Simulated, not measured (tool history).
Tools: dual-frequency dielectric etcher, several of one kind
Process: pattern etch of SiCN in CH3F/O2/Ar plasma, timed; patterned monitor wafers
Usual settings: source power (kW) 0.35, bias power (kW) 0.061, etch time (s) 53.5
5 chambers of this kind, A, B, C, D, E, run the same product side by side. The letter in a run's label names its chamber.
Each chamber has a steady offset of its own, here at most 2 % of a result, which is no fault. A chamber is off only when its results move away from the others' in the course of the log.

run,hour,source power (kW),bias power (kW),etch time (s),hours since the last wet clean,hours since the last source power generator calibration,hours since the last bias power generator calibration,"read-back reference wafer on the same gauge, depth_nm",mean etch depth across the wafer (angstrom)
1B,6.3,0.35,0.061,53.5,108.2,1426.3,2184.3,16.52,181.35
2D,12.4,0.35,0.061,53.5,223.7,1727.5,1255.9,16.509,181.68
3C,23.1,0.35,0.061,53.5,315.7,1604.7,774.5,16.516,183.73
4E,28.6,0.35,0.061,53.5,46.1,271.5,31,16.513,179.68
5A,33.8,0.35,0.061,53.5,162.5,1256.7,2937,16.479,181.67
6A,43.7,0.35,0.061,53.5,172.4,1266.6,2946.9,16.497,181.47
7E,52.2,0.35,0.061,53.5,69.7,295.1,54.6,16.514,180.49
8B,57.7,0.35,0.061,53.5,159.6,1477.7,2235.7,16.504,179.46
9C,63.5,0.35,0.061,53.5,356.1,1645.1,814.9,16.491,182.42
10D,68.8,0.35,0.061,53.5,280.1,1783.9,1312.3,16.512,179.74
11B,79.4,0.35,0.061,53.5,181.3,1499.4,2257.4,16.504,178.76
12A,87.3,0.35,0.061,53.5,216,1310.2,2990.5,16.517,179.45
13E,97.6,0.35,0.061,53.5,115.1,340.5,100,16.485,181.83
14D,102.9,0.42,0.05,53.5,314.2,1818,1346.4,16.521,180.34
15C,112.5,0.42,0.05,53.5,405.1,1694.1,863.9,16.484,184.67
16B,119.3,0.42,0.05,53.5,221.2,1539.3,2297.3,16.494,180.5
17C,127.2,0.42,0.05,53.5,419.8,1708.8,878.6,16.503,183.74
18E,132.4,0.42,0.05,53.5,149.9,375.3,134.8,16.488,179.93
19A,138.9,0.35,0.061,53.5,267.6,1361.8,3042.1,16.506,180.08
20D,147.4,0.35,0.061,53.5,358.7,1862.5,1390.9,16.507,180.86
21B,156,0.35,0.066,48,257.9,1576,2334,16.485,166.09
22D,165.1,0.35,0.066,48,376.4,1880.2,1408.6,16.512,168.01
23E,175.4,0.35,0.066,48,192.9,418.3,177.8,16.483,167.22
24C,183.4,0.35,0.066,48,476,1765,934.8,16.499,168.78
25A,191.2,0.35,0.066,48,319.9,1414.1,3094.4,16.512,167.34
26A,201.4,0.35,0.061,53.5,330.1,1424.3,3104.6,16.517,178.91
27E,208.6,0.35,0.061,53.5,226.1,451.5,211,16.52,179.75
28D,218.5,0.35,0.061,53.5,429.8,1933.6,1462,16.511,182.89
29C,228.3,0.35,0.061,53.5,520.9,1809.9,979.7,16.482,183.54
# hour 233.6: chamber C: wet clean of the chamber
30B,235.3,0.39,0.07,53.5,337.2,1655.3,2413.3,16.472,199.12
31C,242.8,0.39,0.07,53.5,9.3,1824.4,994.2,16.492,200.02
32A,250.4,0.39,0.07,53.5,379.1,1473.3,3153.6,16.501,196.85
33E,255.5,0.39,0.07,53.5,273,498.4,257.9,16.508,196.96
34B,264.2,0.39,0.07,53.5,366.1,1684.2,2442.2,16.514,196.19
# hour 264.3: chamber A: wet clean of the chamber
35D,274.4,0.35,0.061,53.5,485.7,1989.5,1517.9,16.488,185.55
36E,279.1,0.35,0.061,53.5,296.6,522,281.5,16.522,182.14
37C,285.5,0.35,0.061,53.5,52,1867.1,1036.9,16.519,183.44
38A,291.8,0.35,0.061,53.5,27.6,1514.7,3195,16.496,179.25
39D,300.4,0.42,0.061,53.5,511.7,2015.5,1543.9,16.506,200.96
40B,308,0.42,0.061,53.5,409.9,1728,2486,16.506,192.85
41B,317.8,0.42,0.061,53.5,419.7,1737.8,2495.8,16.523,192.18
42A,324.6,0.42,0.061,53.5,60.4,1547.5,3227.8,16.505,193.38
43D,331.3,0.42,0.061,53.5,542.6,2046.4,1574.8,16.481,201.32
44E,338.9,0.35,0.061,53.5,356.4,581.8,341.3,16.498,181.63

Next, every chamber runs the same settings. What will each give?
45A,346.7,0.35,0.061,53.5,,,,,?
45B,346.7,0.35,0.061,53.5,,,,,?
45C,346.7,0.35,0.061,53.5,,,,,?
45D,346.7,0.35,0.061,53.5,,,,,?
45E,346.7,0.35,0.061,53.5,,,,,?

run,mean etch depth across the wafer (angstrom)
45A,180.69
45B,181.69
45C,183.06
45D,189.34
45E,181.77

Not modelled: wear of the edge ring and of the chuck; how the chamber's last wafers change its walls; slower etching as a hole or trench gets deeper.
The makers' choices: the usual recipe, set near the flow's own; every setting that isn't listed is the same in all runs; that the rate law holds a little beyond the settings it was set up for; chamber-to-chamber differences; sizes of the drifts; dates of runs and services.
